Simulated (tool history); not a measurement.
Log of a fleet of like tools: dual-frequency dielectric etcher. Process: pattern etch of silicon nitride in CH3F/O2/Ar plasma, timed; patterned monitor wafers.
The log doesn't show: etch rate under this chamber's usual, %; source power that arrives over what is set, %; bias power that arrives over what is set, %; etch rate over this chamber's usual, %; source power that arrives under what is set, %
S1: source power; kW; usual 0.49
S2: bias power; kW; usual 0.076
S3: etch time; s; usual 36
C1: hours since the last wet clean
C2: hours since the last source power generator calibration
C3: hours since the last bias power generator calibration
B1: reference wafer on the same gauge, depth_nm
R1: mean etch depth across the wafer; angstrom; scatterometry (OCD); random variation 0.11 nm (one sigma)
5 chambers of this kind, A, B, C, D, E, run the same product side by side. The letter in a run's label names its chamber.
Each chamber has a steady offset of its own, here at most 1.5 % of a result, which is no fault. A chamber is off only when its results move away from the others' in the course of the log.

run,hour,S1,S2,S3,C1,C2,C3,B1,R1
1E,6.5,0.49,0.076,36,334.3,1648.4,1073,26.703,272.44
# hour 8.8: chamber D: wet clean of the chamber
2C,13.9,0.49,0.076,36,243.8,456.2,3129.1,26.705,276.9
3D,18.9,0.49,0.076,36,10.2,2150.4,1907.8,26.694,279.03
4A,25.9,0.49,0.076,36,406.1,759.6,1515.9,26.718,277.5
5B,30.9,0.49,0.076,36,50.4,301.3,521.5,26.68,275.64
6E,37.7,0.49,0.076,36,365.5,1679.6,1104.2,26.694,275.57
7D,44.7,0.49,0.076,36,36,2176.2,1933.6,26.701,276.75
8B,52.5,0.49,0.076,36,72,322.9,543.1,26.711,276.95
9C,60.9,0.49,0.076,36,290.8,503.2,3176.1,26.699,279.71
10A,67.6,0.49,0.076,30.5,447.8,801.3,1557.6,26.694,234.39
11B,75.9,0.49,0.076,30.5,95.4,346.3,566.5,26.696,234.04
12A,82.9,0.49,0.076,30.5,463.1,816.6,1572.9,26.695,233.58
13E,87.3,0.49,0.076,30.5,415.1,1729.2,1153.8,26.704,230.94
# hour 91.6: chamber A: wet clean of the chamber
14D,92.2,0.49,0.076,30.5,83.5,2223.7,1981.1,26.684,236.73
15C,97.1,0.49,0.076,36,327,539.4,3212.3,26.713,283.35
16B,101,0.49,0.076,36,120.5,371.4,591.6,26.706,278.1
17D,108.9,0.49,0.076,36,100.2,2240.4,1997.8,26.723,277.23
18C,116.1,0.49,0.076,36,346,558.4,3231.3,26.697,284.78
19A,122.6,0.49,0.076,36,31,856.3,1612.6,26.717,276.85
20E,127.7,0.49,0.076,36,455.5,1769.6,1194.2,26.697,275.92
21D,131.5,0.49,0.076,36,122.8,2263,2020.4,26.737,277.2
22C,137.8,0.49,0.076,36,367.7,580.1,3253,26.729,284.59
23A,141.7,0.49,0.076,36,50.1,875.4,1631.7,26.694,276.96
24B,148.7,0.49,0.084,36,168.2,419.1,639.3,26.689,287.82
25E,153.2,0.49,0.084,36,481,1795.1,1219.7,26.67,285.12
26D,161.8,0.49,0.084,36,153.1,2293.3,2050.7,26.693,289.91
27A,166,0.49,0.084,36,74.4,899.7,1656,26.716,289.58
28C,173.5,0.49,0.084,36,403.4,615.8,3288.7,26.667,294.33
29B,179.8,0.49,0.076,36,199.3,450.2,670.4,26.686,277.39
30E,187.4,0.49,0.076,36,515.2,1829.3,1253.9,26.726,273.38
31A,192.9,0.49,0.076,36,101.3,926.6,1682.9,26.7,278.33
32D,201.3,0.49,0.076,36,192.6,2332.8,2090.2,26.715,277.8
33E,206.2,0.49,0.076,36,534,1848.1,1272.7,26.711,272.07
34B,213.3,0.49,0.076,36,232.8,483.7,703.9,26.712,277.29
35C,220.1,0.49,0.059,36,450,662.4,3335.3,26.729,265.36
36C,225.2,0.49,0.059,36,455.1,667.5,3340.4,26.66,264.92
37A,232.6,0.49,0.059,36,141,966.3,1722.6,26.688,255.36

Is one chamber off against the others, does the gauge drift, or is nothing wrong? If a chamber is off, say which, and what the likeliest cause is.

Chamber C drifts away from the others.
Cause: etch rate over this chamber's usual, % = 4.91.

Here are 4 candidates for chamber C's next run, each the usual settings with a change, their results left as question marks. Which one brings its results back in line with what the others give on the usual settings?
In line means no further than this from the other chambers' mean on the usual settings: R1 3.9 angstrom
38C-1,238.8,0.49,0.075,34.5,,,,,?
38C-2,238.8,0.49,0.076,33,,,,,?
38C-3,238.8,0.49,0.077,37.5,,,,,?
38C-4,238.8,0.49,0.078,39,,,,,?

The other chambers' mean on the usual settings: R1 276.49 angstrom
run,R1
38C-1,276.47
38C-2,265.65
38C-3,303.23
38C-4,316.76
38C-1 brings the chamber back in line.
